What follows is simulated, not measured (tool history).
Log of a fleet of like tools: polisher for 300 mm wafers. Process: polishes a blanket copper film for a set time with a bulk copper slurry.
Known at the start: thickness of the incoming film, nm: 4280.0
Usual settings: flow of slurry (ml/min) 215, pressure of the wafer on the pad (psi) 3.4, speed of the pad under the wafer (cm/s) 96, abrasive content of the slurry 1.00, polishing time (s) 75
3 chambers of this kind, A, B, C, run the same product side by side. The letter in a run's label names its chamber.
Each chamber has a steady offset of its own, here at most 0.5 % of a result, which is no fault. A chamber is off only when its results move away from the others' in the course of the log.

| run | hour | flow of slurry (ml/min) | pressure of the wafer on the pad (psi) | speed of the pad under the wafer (cm/s) | abrasive content of the slurry | polishing time (s) | wafers polished on this pad | hours since the slurry nozzle was cleaned | hours since the head pressure was calibrated | hours since the slurry blender was calibrated | film removed (Å) |
|---|---|---|---|---|---|---|---|---|---|---|---|
| 1C | 4.3 | 215 | 3.4 | 96 | 1.00 | 75 | 657 | 25.1 | 334.2 | 98.5 | 6624.1 |
| 2B | 12.3 | 215 | 3.4 | 96 | 1.00 | 75 | 495 | 442.2 | 1289.5 | 244.4 | 6659.1 |
|  | 15.5 | chamber C: worn pad replaced by a new one |
|  | 17.8 | chamber A: worn pad replaced by a new one |
| 3A | 17.9 | 215 | 3.4 | 96 | 1.00 | 75 | 1 | 389.7 | 60.0 | 144.1 | 6584.0 |
| 4B | 25.0 | 215 | 3.4 | 96 | 1.00 | 75 | 618 | 454.9 | 1302.2 | 257.1 | 6608.6 |
| 5C | 31.3 | 215 | 3.4 | 96 | 1.00 | 75 | 153 | 52.1 | 361.2 | 125.5 | 6542.8 |
| 6A | 37.4 | 215 | 3.4 | 96 | 1.00 | 75 | 190 | 409.2 | 79.5 | 163.6 | 6565.4 |
| 7C | 42.9 | 215 | 3.4 | 96 | 1.00 | 75 | 265 | 63.7 | 372.8 | 137.1 | 6594.0 |
|  | 44.0 | chamber A: slurry blender recalibrated |
| 8A | 49.8 | 215 | 3.4 | 96 | 1.00 | 75 | 310 | 421.6 | 91.9 | 5.8 | 6510.2 |
| 9B | 53.8 | 215 | 3.4 | 96 | 1.00 | 75 | 896 | 483.7 | 1331.0 | 285.9 | 6510.4 |
|  | 57.2 | chamber B: worn pad replaced by a new one |
| 10B | 60.8 | 190 | 3.4 | 96 | 1.00 | 53 | 35 | 490.7 | 1338.0 | 292.9 | 4587.5 |
| 11A | 64.5 | 190 | 3.4 | 96 | 1.00 | 53 | 452 | 436.3 | 106.6 | 20.5 | 4564.5 |
| 12C | 72.3 | 190 | 3.4 | 96 | 1.00 | 53 | 550 | 93.1 | 402.2 | 166.5 | 4634.5 |
| 13A | 78.9 | 215 | 3.4 | 96 | 1.00 | 75 | 592 | 450.7 | 121.0 | 34.9 | 6595.8 |
|  | 85.2 | chamber A: worn pad replaced by a new one |
| 14C | 85.8 | 215 | 3.4 | 96 | 0.80 | 75 | 680 | 106.6 | 415.7 | 180.0 | 6324.2 |
| 15B | 93.8 | 215 | 3.4 | 96 | 0.80 | 75 | 354 | 523.7 | 1371.0 | 325.9 | 6346.5 |
|  | 101.1 | chamber C: worn pad replaced by a new one |
| 16B | 101.1 | 215 | 3.4 | 96 | 0.80 | 75 | 424 | 531.0 | 1378.3 | 333.2 | 6239.6 |
|  | 104.8 | chamber B: head pressure recalibrated |
| 17C | 108.8 | 215 | 3.4 | 96 | 1.00 | 75 | 75 | 129.6 | 438.7 | 203.0 | 6603.1 |
| 18A | 115.4 | 215 | 3.4 | 96 | 1.00 | 75 | 293 | 487.2 | 157.5 | 71.4 | 6505.5 |
| 19B | 120.3 | 215 | 3.4 | 96 | 1.00 | 75 | 610 | 550.2 | 15.6 | 352.4 | 7155.6 |
|  | 122.7 | chamber C: slurry blender recalibrated |
| 20C | 124.1 | 215 | 3.4 | 96 | 1.00 | 75 | 223 | 144.9 | 454.0 | 1.5 | 6666.1 |
| 21A | 130.9 | 215 | 3.4 | 96 | 1.00 | 75 | 443 | 502.7 | 173.0 | 86.9 | 6437.5 |
| 22A | 138.7 | 215 | 3.4 | 96 | 1.00 | 75 | 518 | 510.5 | 180.8 | 94.7 | 6560.2 |
|  | 138.9 | chamber B: worn pad replaced by a new one |
| 23C | 145.7 | 215 | 3.4 | 96 | 1.00 | 75 | 432 | 166.5 | 475.6 | 23.1 | 6585.4 |
| 24B | 150.1 | 215 | 3.4 | 96 | 1.00 | 75 | 109 | 580.0 | 45.4 | 382.2 | 7124.9 |
| 25A | 155.2 | 215 | 3.4 | 96 | 1.00 | 75 | 678 | 527.0 | 197.3 | 111.2 | 6595.3 |
| 26C | 163.3 | 215 | 3.4 | 96 | 1.00 | 75 | 602 | 184.1 | 493.2 | 40.7 | 6614.0 |
|  | 166.2 | chamber B: slurry blender recalibrated |
| 27B | 167.9 | 265 | 3.4 | 96 | 1.25 | 75 | 281 | 597.8 | 63.2 | 1.7 | 7677.2 |
|  | 168.1 | chamber A: worn pad replaced by a new one |
| 28C | 172.0 | 265 | 3.4 | 96 | 1.25 | 75 | 686 | 192.8 | 501.9 | 49.4 | 7060.1 |
| 29A | 180.0 | 265 | 3.4 | 96 | 1.25 | 75 | 115 | 551.8 | 222.1 | 136.0 | 7097.9 |
| 30B | 185.0 | 215 | 3.4 | 96 | 1.00 | 75 | 446 | 614.9 | 80.3 | 18.8 | 7141.3 |

Next, every chamber runs the same settings. What will each give?
| 31A | 190.9 | 215 | 3.4 | 96 | 1.00 | 75 |  |  |  |  | ? |
| 31B | 190.9 | 215 | 3.4 | 96 | 1.00 | 75 |  |  |  |  | ? |
| 31C | 190.9 | 215 | 3.4 | 96 | 1.00 | 75 |  |  |  |  | ? |

| run | film removed (Å) |
|---|---|
| 31A | 6615.6 |
| 31B | 7156.5 |
| 31C | 6667.2 |
